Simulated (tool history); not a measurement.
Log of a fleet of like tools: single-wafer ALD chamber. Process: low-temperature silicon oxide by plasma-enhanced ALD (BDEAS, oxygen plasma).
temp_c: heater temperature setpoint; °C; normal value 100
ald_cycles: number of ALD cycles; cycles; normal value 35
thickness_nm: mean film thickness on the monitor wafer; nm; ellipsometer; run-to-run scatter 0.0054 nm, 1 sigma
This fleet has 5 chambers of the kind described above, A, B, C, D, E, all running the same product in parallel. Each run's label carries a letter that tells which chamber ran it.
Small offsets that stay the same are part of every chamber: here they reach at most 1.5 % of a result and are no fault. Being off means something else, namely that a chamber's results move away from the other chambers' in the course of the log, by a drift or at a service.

| run | day | temp_c | ald_cycles | read-back reference wafer on the same gauge, thickness_nm | thickness_nm |
|---|---|---|---|---|---|
| 1C | 0.325 | 100 | 35 | 4.1606 | 4.9763 |
| 2E | 0.683 | 100 | 35 | 4.1603 | 4.9654 |
| 3B | 0.971 | 100 | 35 | 4.1582 | 4.9964 |
| 4D | 1.396 | 100 | 35 | 4.1569 | 5.0448 |
| 5A | 1.808 | 100 | 35 | 4.1592 | 5.0280 |
| 6E | 2.042 | 100 | 35 | 4.1562 | 4.9452 |
| 7A | 2.325 | 100 | 35 | 4.1567 | 5.0240 |
| 8C | 2.550 | 100 | 35 | 4.1559 | 4.9730 |
| 9D | 2.758 | 100 | 35 | 4.1560 | 5.0498 |
| 10B | 3.138 | 100 | 35 | 4.1549 | 4.9895 |
| 11A | 3.550 | 100 | 35 | 4.1549 | 5.0234 |
| 12E | 3.783 | 108 | 35 | 4.1547 | 4.8829 |
| 13C | 4.142 | 108 | 35 | 4.1532 | 4.8842 |
| 14B | 4.483 | 108 | 35 | 4.1524 | 4.9147 |
| 15D | 4.846 | 108 | 35 | 4.1522 | 4.9753 |
| 16D | 5.175 | 108 | 35 | 4.1518 | 4.9733 |
| 17A | 5.408 | 100 | 35 | 4.1508 | 5.0184 |
| 18C | 5.792 | 100 | 35 | 4.1518 | 4.9713 |
| 19E | 6.104 | 100 | 35 | 4.1512 | 4.9465 |
| 20B | 6.396 | 100 | 35 | 4.1499 | 4.9739 |
| 21E | 6.683 | 100 | 35 | 4.1502 | 4.9448 |
| 22A | 6.992 | 100 | 35 | 4.1487 | 5.0151 |
| 23C | 7.325 | 100 | 35 | 4.1477 | 4.9584 |
| 24D | 7.704 | 100 | 35 | 4.1493 | 5.0405 |
| 25B | 8.033 | 100 | 35 | 4.1481 | 4.9786 |
| 26E | 8.400 | 100 | 35 | 4.1479 | 4.9537 |
| 27A | 8.671 | 100 | 35 | 4.1468 | 5.0183 |
| 28D | 9.008 | 100 | 35 | 4.1467 | 5.0411 |
| 29B | 9.233 | 100 | 35 | 4.1456 | 4.9757 |
| 30C | 9.629 | 100 | 35 | 4.1439 | 4.9535 |
| 31D | 10.021 | 100 | 35 | 4.1443 | 5.0346 |
| 32B | 10.267 | 100 | 35 | 4.1441 | 4.9726 |
| 33C | 10.596 | 100 | 35 | 4.1436 | 4.9510 |
| 34A | 11.017 | 100 | 35 | 4.1427 | 5.0057 |
| 35E | 11.342 | 100 | 35 | 4.1422 | 4.9390 |
| 36B | 11.625 | 100 | 35 | 4.1417 | 4.9734 |

Predict what each chamber gives when all 5 of them run the settings below next.
| 37A | 11.933 | 100 | 35 |  | ? |
| 37B | 11.933 | 100 | 35 |  | ? |
| 37C | 11.933 | 100 | 35 |  | ? |
| 37D | 11.933 | 100 | 35 |  | ? |
| 37E | 11.933 | 100 | 35 |  | ? |

| run | thickness_nm |
|---|---|
| 37A | 5.0006 |
| 37B | 4.9683 |
| 37C | 4.9536 |
| 37D | 5.0365 |
| 37E | 4.9457 |
